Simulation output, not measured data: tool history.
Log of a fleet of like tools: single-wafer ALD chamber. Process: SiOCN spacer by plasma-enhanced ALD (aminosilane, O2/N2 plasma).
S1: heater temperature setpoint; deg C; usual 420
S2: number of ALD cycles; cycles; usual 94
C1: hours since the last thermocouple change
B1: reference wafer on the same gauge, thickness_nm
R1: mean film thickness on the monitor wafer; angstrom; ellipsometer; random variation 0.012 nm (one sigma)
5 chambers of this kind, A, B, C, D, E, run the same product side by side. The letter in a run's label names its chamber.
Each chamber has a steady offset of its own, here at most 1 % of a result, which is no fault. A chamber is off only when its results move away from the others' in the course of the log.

run 1C hour=2.1 | S1=420 S2=94 | C1=937.6 | B1=4.5301 | R1=53.324
run 2E hour=4.4 | S1=420 S2=94 | C1=328.8 | B1=4.5316 | R1=53.524
run 3D hour=8.4 | S1=420 S2=94 | C1=432.4 | B1=4.5297 | R1=53.566
run 4B hour=12.6 | S1=420 S2=94 | C1=1169.2 | B1=4.5292 | R1=53.074
run 5A hour=15.0 | S1=420 S2=94 | C1=1988.3 | B1=4.5285 | R1=52.850
run 6A hour=17.1 | S1=420 S2=94 | C1=1990.4 | B1=4.5284 | R1=52.834
run 7C hour=19.1 | S1=420 S2=94 | C1=954.6 | B1=4.5298 | R1=53.251
run 8E hour=22.0 | S1=420 S2=94 | C1=346.4 | B1=4.5307 | R1=53.406
run 9D hour=24.2 | S1=420 S2=94 | C1=448.2 | B1=4.5305 | R1=53.854
run 10B hour=27.6 | S1=420 S2=94 | C1=1184.2 | B1=4.5311 | R1=53.270
run 11A hour=29.9 | S1=420 S2=86 | C1=2003.2 | B1=4.5298 | R1=48.497
run 12C hour=33.2 | S1=420 S2=86 | C1=968.7 | B1=4.5299 | R1=48.792
run 13B hour=37.0 | S1=420 S2=86 | C1=1193.6 | B1=4.5273 | R1=48.622
run 14D hour=39.4 | S1=420 S2=86 | C1=463.4 | B1=4.5282 | R1=49.297
run 15E hour=43.1 | S1=420 S2=86 | C1=367.5 | B1=4.5321 | R1=49.062
run 16A hour=45.4 | S1=420 S2=94 | C1=2018.7 | B1=4.5321 | R1=53.015
run 17C hour=49.8 | S1=420 S2=94 | C1=985.3 | B1=4.5293 | R1=53.144
run 18D hour=52.6 | S1=420 S2=94 | C1=476.6 | B1=4.5292 | R1=53.816
run 19E hour=55.4 | S1=420 S2=94 | C1=379.8 | B1=4.5331 | R1=53.451
run 20B hour=57.5 | S1=420 S2=94 | C1=1214.1 | B1=4.5306 | R1=53.024
run 21B hour=61.1 | S1=420 S2=94 | C1=1217.7 | B1=4.5312 | R1=53.089
run 22D hour=63.6 | S1=420 S2=94 | C1=487.6 | B1=4.5294 | R1=53.826
run 23E hour=67.3 | S1=420 S2=94 | C1=391.7 | B1=4.5285 | R1=53.702
run 24C hour=70.9 | S1=420 S2=87 | C1=1006.4 | B1=4.5322 | R1=49.043
run 25A hour=73.7 | S1=420 S2=87 | C1=2047.0 | B1=4.5310 | R1=48.797
run 26D hour=78.0 | S1=420 S2=87 | C1=502.0 | B1=4.5302 | R1=49.901
run 27E hour=81.5 | S1=420 S2=87 | C1=405.9 | B1=4.5304 | R1=49.701
run 28B hour=84.5 | S1=420 S2=87 | C1=1241.1 | B1=4.5292 | R1=49.169
run 29A hour=86.4 | S1=420 S2=94 | C1=2059.7 | B1=4.5303 | R1=53.061
run 30C hour=88.5 | S1=420 S2=94 | C1=1024.0 | B1=4.5306 | R1=52.833
run 31B hour=91.3 | S1=420 S2=94 | C1=1247.9 | B1=4.5280 | R1=52.912
run 32C hour=93.4 | S1=420 S2=94 | C1=1028.9 | B1=4.5308 | R1=52.802
run 33D hour=96.9 | S1=420 S2=94 | C1=520.9 | B1=4.5299 | R1=53.660
run 34E hour=99.8 | S1=420 S2=94 | C1=424.2 | B1=4.5295 | R1=53.542
run 35A hour=103.7 | S1=420 S2=94 | C1=2077.0 | B1=4.5295 | R1=52.992
run 36C hour=105.8 | S1=420 S2=94 | C1=1041.3 | B1=4.5310 | R1=52.806
run 37A hour=109.3 | S1=420 S2=94 | C1=2082.6 | B1=4.5290 | R1=52.611
run 38E hour=111.8 | S1=420 S2=94 | C1=436.2 | B1=4.5339 | R1=53.557
run 39D hour=114.2 | S1=420 S2=94 | C1=538.2 | B1=4.5289 | R1=53.721
run 40B hour=116.8 | S1=420 S2=94 | C1=1273.4 | B1=4.5277 | R1=53.149
run 41E hour=120.7 | S1=420 S2=94 | C1=445.1 | B1=4.5297 | R1=53.634
run 42C hour=123.8 | S1=420 S2=94 | C1=1059.3 | B1=4.5303 | R1=52.549
run 43B hour=128.1 | S1=407 S2=94 | C1=1284.7 | B1=4.5325 | R1=55.268
run 44D hour=132.2 | S1=407 S2=94 | C1=556.2 | B1=4.5310 | R1=56.131

Is one chamber off against the others, does the gauge drift, or is nothing wrong? If a chamber is off, say which, and what the likeliest cause is.

Chamber C drifts away from the others.
Cause: wafer temperature above the value expected at the setpoint (K) = 4.59.

Here are 4 candidates for chamber C's next run, each the usual settings with a change, their results left as question marks. Which one brings its results back in line with what the others give on the usual settings?
In line means no further than this from the other chambers' mean on the usual settings: R1 0.430 angstrom
run 45C-1 hour=135.3 | S1=419 S2=97 | R1=?
run 45C-2 hour=135.3 | S1=420 S2=91 | R1=?
run 45C-3 hour=135.3 | S1=415 S2=94 | R1=?
run 45C-4 hour=135.3 | S1=425 S2=94 | R1=?

The other chambers' mean on the usual settings: R1 53.314 angstrom
run=45C-1 R1=54.340
run=45C-2 R1=50.812
run=45C-3 R1=53.350
run=45C-4 R1=51.624
45C-3 brings the chamber back in line.

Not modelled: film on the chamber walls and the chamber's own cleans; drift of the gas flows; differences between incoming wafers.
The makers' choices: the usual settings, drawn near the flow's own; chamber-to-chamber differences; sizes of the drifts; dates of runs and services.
